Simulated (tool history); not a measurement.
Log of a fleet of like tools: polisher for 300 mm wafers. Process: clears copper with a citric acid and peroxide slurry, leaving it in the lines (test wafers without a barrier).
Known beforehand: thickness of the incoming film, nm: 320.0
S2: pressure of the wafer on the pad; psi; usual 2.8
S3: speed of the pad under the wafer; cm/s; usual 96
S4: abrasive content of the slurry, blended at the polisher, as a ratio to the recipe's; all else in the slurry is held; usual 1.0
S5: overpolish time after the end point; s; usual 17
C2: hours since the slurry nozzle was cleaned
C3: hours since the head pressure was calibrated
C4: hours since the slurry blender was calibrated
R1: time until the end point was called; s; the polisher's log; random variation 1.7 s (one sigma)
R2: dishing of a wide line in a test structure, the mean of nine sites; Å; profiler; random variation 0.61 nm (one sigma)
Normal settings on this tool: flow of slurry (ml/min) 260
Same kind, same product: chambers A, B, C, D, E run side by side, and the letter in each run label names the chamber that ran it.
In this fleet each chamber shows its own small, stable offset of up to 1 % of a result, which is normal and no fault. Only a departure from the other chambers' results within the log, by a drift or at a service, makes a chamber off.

At hour 4.7: chamber A: slurry blender recalibrated.
Run 1D, hour 7.1: usual settings; wafers polished on this pad 1185; C2 369.3; C3 504.9; C4 466.3. Result: R1 149.12 s, R2 248.50 Å.
Run 2C, hour 11.3: usual settings; wafers polished on this pad 420; C2 154.8; C3 274.6; C4 18.2. Result: R1 148.69 s, R2 249.90 Å.
At hour 16.7: chamber D: worn pad replaced by a new one.
Run 3A, hour 18.9: usual settings; wafers polished on this pad 329; C2 265.8; C3 37.7; C4 14.3. Result: R1 145.80 s, R2 241.98 Å.
Run 4B, hour 25.7: usual settings; wafers polished on this pad 213; C2 251.1; C3 151.0; C4 30.0. Result: R1 151.00 s, R2 253.83 Å.
At hour 29.8: chamber B: slurry nozzle cleaned.
Run 5E, hour 33.1: usual settings; wafers polished on this pad 257; C2 72.8; C3 240.6; C4 161.9. Result: R1 150.65 s, R2 254.04 Å.
Run 6E, hour 38.4: usual settings; wafers polished on this pad 291; C2 78.1; C3 245.9; C4 167.2. Result: R1 151.06 s, R2 251.84 Å.
At hour 38.8: chamber C: worn pad replaced by a new one.
Run 7B, hour 43.1: usual settings; wafers polished on this pad 327; C2 13.3; C3 168.4; C4 47.4. Result: R1 150.76 s, R2 251.68 Å.
Run 8C, hour 48.9: usual settings; wafers polished on this pad 66; C2 192.4; C3 312.2; C4 55.8. Result: R1 146.81 s, R2 259.42 Å.
Run 9A, hour 54.8: usual settings; wafers polished on this pad 566; C2 301.7; C3 73.6; C4 50.2. Result: R1 148.68 s, R2 253.94 Å.
Run 10D, hour 59.8: usual settings; wafers polished on this pad 284; C2 422.0; C3 557.6; C4 519.0. Result: R1 149.50 s, R2 248.95 Å.
At hour 63.3: chamber D: slurry blender recalibrated.
Run 11A, hour 64.8: usual settings; wafers polished on this pad 632; C2 311.7; C3 83.6; C4 60.2. Result: R1 149.80 s, R2 258.10 Å.
Run 12D, hour 72.3: usual settings; wafers polished on this pad 366; C2 434.5; C3 570.1; C4 9.0. Result: R1 149.40 s, R2 251.22 Å.
Run 13B, hour 77.3: usual settings but flow of slurry (ml/min) 325; wafers polished on this pad 553; C2 47.5; C3 202.6; C4 81.6. Result: R1 147.73 s, R2 259.48 Å.
Run 14E, hour 81.2: usual settings but flow of slurry (ml/min) 325; wafers polished on this pad 573; C2 120.9; C3 288.7; C4 210.0. Result: R1 145.99 s, R2 255.27 Å.
Run 15C, hour 88.0: usual settings but flow of slurry (ml/min) 325; wafers polished on this pad 324; C2 231.5; C3 351.3; C4 94.9. Result: R1 144.55 s, R2 261.56 Å.
At hour 91.4: chamber B: worn pad replaced by a new one.
Run 16C, hour 94.0: usual settings but flow of slurry (ml/min) 325; wafers polished on this pad 363; C2 237.5; C3 357.3; C4 100.9. Result: R1 144.72 s, R2 254.75 Å.
Run 17A, hour 102.3: usual settings but flow of slurry (ml/min) 325; wafers polished on this pad 879; C2 349.2; C3 121.1; C4 97.7. Result: R1 145.55 s, R2 269.84 Å.
Run 18E, hour 110.3: usual settings but S4 1.3; wafers polished on this pad 765; C2 150.0; C3 317.8; C4 239.1. Result: R1 142.12 s, R2 269.20 Å.
Run 19B, hour 118.1: usual settings but S4 1.3; wafers polished on this pad 176; C2 88.3; C3 243.4; C4 122.4. Result: R1 141.95 s, R2 273.94 Å.
Run 20D, hour 125.9: usual settings but S4 1.3; wafers polished on this pad 719; C2 488.1; C3 623.7; C4 62.6. Result: R1 140.27 s, R2 271.27 Å.
At hour 127.2: chamber E: worn pad replaced by a new one.
Run 21D, hour 131.1: usual settings but S4 1.3; wafers polished on this pad 753; C2 493.3; C3 628.9; C4 67.8. Result: R1 142.92 s, R2 266.87 Å.
At hour 136.8: chamber C: slurry blender recalibrated.
Run 22E, hour 138.1: usual settings but S4 1.3; wafers polished on this pad 71; C2 177.8; C3 345.6; C4 266.9. Result: R1 139.02 s, R2 262.72 Å.
At hour 143.4: chamber C: worn pad replaced by a new one.
Run 23A, hour 144.4: usual settings; wafers polished on this pad 1156; C2 391.3; C3 163.2; C4 139.8. Result: R1 154.80 s, R2 244.30 Å.
Run 24C, hour 149.8: usual settings; wafers polished on this pad 42; C2 293.3; C3 413.1; C4 13.1. Result: R1 152.00 s, R2 264.82 Å.
Run 25B, hour 155.6: usual settings; wafers polished on this pad 423; C2 125.8; C3 280.9; C4 159.9. Result: R1 150.01 s, R2 240.66 Å.
At hour 162.5: chamber B: slurry blender recalibrated.
Run 26A, hour 163.3: usual settings; wafers polished on this pad 1280; C2 410.2; C3 182.1; C4 158.7. Result: R1 158.67 s, R2 235.17 Å.
Run 27B, hour 167.4: usual settings; wafers polished on this pad 500; C2 137.6; C3 292.7; C4 4.9. Result: R1 149.59 s, R2 262.97 Å.
Run 28E, hour 172.2: usual settings; wafers polished on this pad 296; C2 211.9; C3 379.7; C4 301.0. Result: R1 152.18 s, R2 258.93 Å.
Run 29C, hour 178.4: usual settings; wafers polished on this pad 230; C2 321.9; C3 441.7; C4 41.7. Result: R1 147.12 s, R2 256.01 Å.
At hour 179.1: chamber B: worn pad replaced by a new one.
Run 30D, hour 185.5: usual settings; wafers polished on this pad 1111; C2 547.7; C3 683.3; C4 122.2. Result: R1 149.26 s, R2 245.97 Å.
Run 31C, hour 191.3: usual settings; wafers polished on this pad 315; C2 334.8; C3 454.6; C4 54.6. Result: R1 148.10 s, R2 258.96 Å.
Run 32B, hour 195.5: usual settings but S2 3.3 psi; wafers polished on this pad 108; C2 165.7; C3 320.8; C4 33.0. Result: R1 126.39 s, R2 284.21 Å.
Run 33A, hour 204.3: usual settings but S2 3.3 psi; wafers polished on this pad 1550; C2 451.2; C3 223.1; C4 199.7. Result: R1 141.26 s, R2 259.80 Å.
Run 34E, hour 213.2: usual settings but S2 3.3 psi; wafers polished on this pad 566; C2 252.9; C3 420.7; C4 342.0. Result: R1 125.37 s, R2 303.52 Å.
Run 35D, hour 221.8: usual settings but S2 3.3 psi; wafers polished on this pad 1350; C2 584.0; C3 719.6; C4 158.5. Result: R1 126.10 s, R2 289.15 Å.
Run 36A, hour 227.1: usual settings but S2 3.3 psi; wafers polished on this pad 1700; C2 474.0; C3 245.9; C4 222.5. Result: R1 141.13 s, R2 265.83 Å.
Run 37B, hour 233.1: usual settings; wafers polished on this pad 356; C2 203.3; C3 358.4; C4 70.6. Result: R1 150.20 s, R2 261.96 Å.

Has any chamber moved away from the others, gradually or after a service, or does the common gauge drift, or do the chambers differ only by their own small steady offsets? State the chamber and the most likely cause if one applies.

Little by little, chamber A moves away from the other chambers.
Most likely cause: removal rate lost through wear of the pad, % = 12.3.
From this log alone, it may not be told apart from: head's pressure below its setpoint, %.

Chamber A could run next with any of the 4 candidate recipes listed below; each alters the usual settings, and their results appear as question marks. Which one brings its results back in line with what the other chambers deliver on the usual settings?
A result is in line if it is within this distance of the other chambers' mean on the usual settings: R1 5.90 s; R2 21.00 Å
Run 38A-1, hour 239.7: usual settings but S2 2.7 psi, S3 94 cm/s. Result: R1 ?, R2 ?.
Run 38A-2, hour 239.7: usual settings but S2 3.0 psi, S3 102 cm/s. Result: R1 ?, R2 ?.
Run 38A-3, hour 239.7: usual settings but S2 2.9 psi, S3 98 cm/s. Result: R1 ?, R2 ?.
Run 38A-4, hour 239.7: usual settings but S2 2.6 psi, S3 90 cm/s. Result: R1 ?, R2 ?.

Other chambers, usual settings, mean: R1 149.64 s; R2 252.35 Å
  run      R1      R2
38A-1  178.39  212.03
38A-2  149.08  249.17
38A-3  160.06  233.91
38A-4  192.78  197.66
It is 38A-2 that realigns the chamber with its peers.
